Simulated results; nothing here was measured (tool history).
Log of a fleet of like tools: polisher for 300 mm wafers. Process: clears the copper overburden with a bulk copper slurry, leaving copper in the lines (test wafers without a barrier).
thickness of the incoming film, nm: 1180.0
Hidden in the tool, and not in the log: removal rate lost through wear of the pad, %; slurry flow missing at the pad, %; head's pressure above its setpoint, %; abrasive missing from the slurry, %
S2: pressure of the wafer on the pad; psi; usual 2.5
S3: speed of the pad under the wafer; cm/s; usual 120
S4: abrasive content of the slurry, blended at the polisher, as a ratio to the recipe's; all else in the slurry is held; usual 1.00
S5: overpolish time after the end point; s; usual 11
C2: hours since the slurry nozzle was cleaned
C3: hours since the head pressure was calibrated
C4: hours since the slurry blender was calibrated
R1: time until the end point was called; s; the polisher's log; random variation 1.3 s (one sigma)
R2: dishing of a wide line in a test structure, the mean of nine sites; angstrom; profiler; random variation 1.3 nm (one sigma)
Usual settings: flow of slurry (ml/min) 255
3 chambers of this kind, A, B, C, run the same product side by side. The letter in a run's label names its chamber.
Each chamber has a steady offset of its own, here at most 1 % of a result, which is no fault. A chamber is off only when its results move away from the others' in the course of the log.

run 1C hour=2.9 | flow_of_slurry_(ml/min)=255 S2=2.5 S3=120 S4=1.00 S5=11 | wafers_polished_on_this_pad=990 C2=465.4 C3=930.4 C4=276.1 | R1=123.32 R2=520.39
-- hour=5.2 chamber B: worn pad replaced by a new one
run 2B hour=7.8 | flow_of_slurry_(ml/min)=255 S2=2.5 S3=120 S4=1.00 S5=11 | wafers_polished_on_this_pad=23 C2=360.0 C3=519.6 C4=65.9 | R1=120.40 R2=534.26
run 3A hour=12.1 | flow_of_slurry_(ml/min)=255 S2=2.5 S3=120 S4=1.00 S5=11 | wafers_polished_on_this_pad=360 C2=50.3 C3=233.8 C4=328.3 | R1=121.68 R2=551.40
run 4A hour=16.8 | flow_of_slurry_(ml/min)=255 S2=2.5 S3=120 S4=1.00 S5=11 | wafers_polished_on_this_pad=402 C2=55.0 C3=238.5 C4=333.0 | R1=120.58 R2=533.06
run 5C hour=20.8 | flow_of_slurry_(ml/min)=255 S2=2.5 S3=120 S4=1.00 S5=11 | wafers_polished_on_this_pad=1150 C2=483.3 C3=948.3 C4=294.0 | R1=124.21 R2=530.01
run 6B hour=24.2 | flow_of_slurry_(ml/min)=255 S2=2.5 S3=120 S4=1.00 S5=11 | wafers_polished_on_this_pad=170 C2=376.4 C3=536.0 C4=82.3 | R1=121.86 R2=534.21
run 7B hour=28.0 | flow_of_slurry_(ml/min)=255 S2=2.5 S3=120 S4=1.00 S5=11 | wafers_polished_on_this_pad=204 C2=380.2 C3=539.8 C4=86.1 | R1=120.37 R2=535.32
-- hour=29.2 chamber C: worn pad replaced by a new one
run 8A hour=31.7 | flow_of_slurry_(ml/min)=255 S2=2.5 S3=120 S4=1.00 S5=11 | wafers_polished_on_this_pad=535 C2=69.9 C3=253.4 C4=347.9 | R1=120.56 R2=531.19
run 9C hour=36.8 | flow_of_slurry_(ml/min)=175 S2=2.5 S3=120 S4=1.00 S5=14 | wafers_polished_on_this_pad=67 C2=499.3 C3=964.3 C4=310.0 | R1=126.54 R2=570.78
-- hour=40.5 chamber C: slurry nozzle cleaned
run 10C hour=43.0 | flow_of_slurry_(ml/min)=175 S2=2.5 S3=120 S4=1.00 S5=14 | wafers_polished_on_this_pad=123 C2=2.5 C3=970.5 C4=316.2 | R1=127.81 R2=603.20
run 11B hour=47.0 | flow_of_slurry_(ml/min)=175 S2=2.5 S3=120 S4=1.00 S5=14 | wafers_polished_on_this_pad=374 C2=399.2 C3=558.8 C4=105.1 | R1=127.64 R2=588.55
-- hour=50.9 chamber C: slurry blender recalibrated
run 12A hour=51.6 | flow_of_slurry_(ml/min)=255 S2=2.5 S3=120 S4=1.00 S5=11 | wafers_polished_on_this_pad=713 C2=89.8 C3=273.3 C4=367.8 | R1=120.75 R2=533.11
run 13B hour=55.9 | flow_of_slurry_(ml/min)=255 S2=2.5 S3=120 S4=1.00 S5=11 | wafers_polished_on_this_pad=453 C2=408.1 C3=567.7 C4=114.0 | R1=120.01 R2=525.04
run 14C hour=61.6 | flow_of_slurry_(ml/min)=255 S2=2.5 S3=120 S4=1.00 S5=11 | wafers_polished_on_this_pad=289 C2=21.1 C3=989.1 C4=10.7 | R1=123.06 R2=500.10
run 15A hour=68.3 | flow_of_slurry_(ml/min)=255 S2=2.5 S3=120 S4=1.00 S5=11 | wafers_polished_on_this_pad=863 C2=106.5 C3=290.0 C4=384.5 | R1=121.30 R2=516.69
run 16B hour=72.9 | flow_of_slurry_(ml/min)=310 S2=2.5 S3=120 S4=1.00 S5=11 | wafers_polished_on_this_pad=605 C2=425.1 C3=584.7 C4=131.0 | R1=117.47 R2=521.37
-- hour=76.2 chamber B: slurry blender recalibrated
run 17C hour=78.9 | flow_of_slurry_(ml/min)=310 S2=2.5 S3=120 S4=1.00 S5=11 | wafers_polished_on_this_pad=444 C2=38.4 C3=1006.4 C4=28.0 | R1=119.68 R2=526.39
run 18A hour=82.8 | flow_of_slurry_(ml/min)=310 S2=2.5 S3=120 S4=1.00 S5=11 | wafers_polished_on_this_pad=992 C2=121.0 C3=304.5 C4=399.0 | R1=119.38 R2=530.99
run 19C hour=87.4 | flow_of_slurry_(ml/min)=255 S2=2.5 S3=120 S4=1.00 S5=11 | wafers_polished_on_this_pad=520 C2=46.9 C3=1014.9 C4=36.5 | R1=121.67 R2=514.19
-- hour=89.3 chamber A: slurry blender recalibrated
run 20B hour=92.0 | flow_of_slurry_(ml/min)=255 S2=2.5 S3=120 S4=1.00 S5=11 | wafers_polished_on_this_pad=776 C2=444.2 C3=603.8 C4=15.8 | R1=120.39 R2=521.02
run 21A hour=96.5 | flow_of_slurry_(ml/min)=255 S2=2.5 S3=120 S4=1.00 S5=11 | wafers_polished_on_this_pad=1114 C2=134.7 C3=318.2 C4=7.3 | R1=119.97 R2=525.82
run 22A hour=102.7 | flow_of_slurry_(ml/min)=255 S2=2.5 S3=120 S4=1.00 S5=11 | wafers_polished_on_this_pad=1170 C2=140.9 C3=324.4 C4=13.5 | R1=122.93 R2=508.91
run 23B hour=106.1 | flow_of_slurry_(ml/min)=255 S2=2.5 S3=120 S4=1.00 S5=11 | wafers_polished_on_this_pad=902 C2=458.3 C3=617.9 C4=29.9 | R1=120.41 R2=507.02
run 24C hour=112.2 | flow_of_slurry_(ml/min)=255 S2=2.5 S3=120 S4=1.00 S5=11 | wafers_polished_on_this_pad=741 C2=71.7 C3=1039.7 C4=61.3 | R1=123.62 R2=532.51
run 25A hour=118.8 | flow_of_slurry_(ml/min)=255 S2=2.5 S3=120 S4=1.00 S5=11 | wafers_polished_on_this_pad=1314 C2=157.0 C3=340.5 C4=29.6 | R1=121.85 R2=531.52
-- hour=120.3 chamber B: worn pad replaced by a new one
run 26B hour=122.4 | flow_of_slurry_(ml/min)=255 S2=2.5 S3=120 S4=1.00 S5=11 | wafers_polished_on_this_pad=19 C2=474.6 C3=634.2 C4=46.2 | R1=119.16 R2=510.14
run 27C hour=126.7 | flow_of_slurry_(ml/min)=255 S2=2.5 S3=120 S4=1.00 S5=11 | wafers_polished_on_this_pad=871 C2=86.2 C3=1054.2 C4=75.8 | R1=120.43 R2=521.71
run 28A hour=132.6 | flow_of_slurry_(ml/min)=255 S2=2.5 S3=108 S4=1.30 S5=11 | wafers_polished_on_this_pad=1437 C2=170.8 C3=354.3 C4=43.4 | R1=127.47 R2=501.58
run 29C hour=139.2 | flow_of_slurry_(ml/min)=255 S2=2.5 S3=108 S4=1.30 S5=11 | wafers_polished_on_this_pad=982 C2=98.7 C3=1066.7 C4=88.3 | R1=129.18 R2=516.38
-- hour=141.6 chamber C: worn pad replaced by a new one
run 30B hour=145.9 | flow_of_slurry_(ml/min)=255 S2=2.5 S3=108 S4=1.30 S5=11 | wafers_polished_on_this_pad=229 C2=498.1 C3=657.7 C4=69.7 | R1=127.54 R2=527.01
-- hour=150.0 chamber A: worn pad replaced by a new one
run 31C hour=151.3 | flow_of_slurry_(ml/min)=255 S2=2.5 S3=120 S4=1.00 S5=11 | wafers_polished_on_this_pad=87 C2=110.8 C3=1078.8 C4=100.4 | R1=123.53 R2=534.03
run 32A hour=154.5 | flow_of_slurry_(ml/min)=255 S2=2.5 S3=120 S4=1.00 S5=11 | wafers_polished_on_this_pad=40 C2=192.7 C3=376.2 C4=65.3 | R1=121.87 R2=522.55
run 33B hour=158.4 | flow_of_slurry_(ml/min)=290 S2=2.5 S3=120 S4=1.15 S5=11 | wafers_polished_on_this_pad=341 C2=510.6 C3=670.2 C4=82.2 | R1=117.95 R2=545.44
run 34B hour=162.8 | flow_of_slurry_(ml/min)=290 S2=2.5 S3=120 S4=1.15 S5=11 | wafers_polished_on_this_pad=380 C2=515.0 C3=674.6 C4=86.6 | R1=116.72 R2=525.46
run 35C hour=168.4 | flow_of_slurry_(ml/min)=290 S2=2.5 S3=120 S4=1.15 S5=11 | wafers_polished_on_this_pad=239 C2=127.9 C3=1095.9 C4=117.5 | R1=115.47 R2=538.77
run 36A hour=173.5 | flow_of_slurry_(ml/min)=255 S2=2.5 S3=120 S4=1.00 S5=11 | wafers_polished_on_this_pad=210 C2=211.7 C3=395.2 C4=84.3 | R1=120.53 R2=519.55
run 37B hour=179.9 | flow_of_slurry_(ml/min)=255 S2=2.5 S3=120 S4=1.00 S5=11 | wafers_polished_on_this_pad=533 C2=532.1 C3=691.7 C4=103.7 | R1=119.52 R2=521.51
run 38A hour=186.2 | flow_of_slurry_(ml/min)=195 S2=2.5 S3=106 S4=1.00 S5=11 | wafers_polished_on_this_pad=323 C2=224.4 C3=407.9 C4=97.0 | R1=140.66 R2=486.86
run 39C hour=189.8 | flow_of_slurry_(ml/min)=195 S2=2.5 S3=106 S4=1.00 S5=11 | wafers_polished_on_this_pad=431 C2=149.3 C3=1117.3 C4=138.9 | R1=140.01 R2=482.65
run 40C hour=193.1 | flow_of_slurry_(ml/min)=195 S2=2.5 S3=106 S4=1.00 S5=11 | wafers_polished_on_this_pad=460 C2=152.6 C3=1120.6 C4=142.2 | R1=142.77 R2=472.40
run 41B hour=199.9 | flow_of_slurry_(ml/min)=255 S2=2.5 S3=120 S4=1.00 S5=16 | wafers_polished_on_this_pad=711 C2=552.1 C3=711.7 C4=123.7 | R1=120.90 R2=633.91

Next, every chamber runs the same settings. What will each give?
run 42A hour=204.7 | flow_of_slurry_(ml/min)=255 S2=2.0 S3=120 S4=1.00 S5=11 | R1=? R2=?
run 42B hour=204.7 | flow_of_slurry_(ml/min)=255 S2=2.0 S3=120 S4=1.00 S5=11 | R1=? R2=?
run 42C hour=204.7 | flow_of_slurry_(ml/min)=255 S2=2.0 S3=120 S4=1.00 S5=11 | R1=? R2=?

run=42A R1=152.96 R2=449.04
run=42B R1=150.96 R2=457.53
run=42C R1=150.75 R2=430.06

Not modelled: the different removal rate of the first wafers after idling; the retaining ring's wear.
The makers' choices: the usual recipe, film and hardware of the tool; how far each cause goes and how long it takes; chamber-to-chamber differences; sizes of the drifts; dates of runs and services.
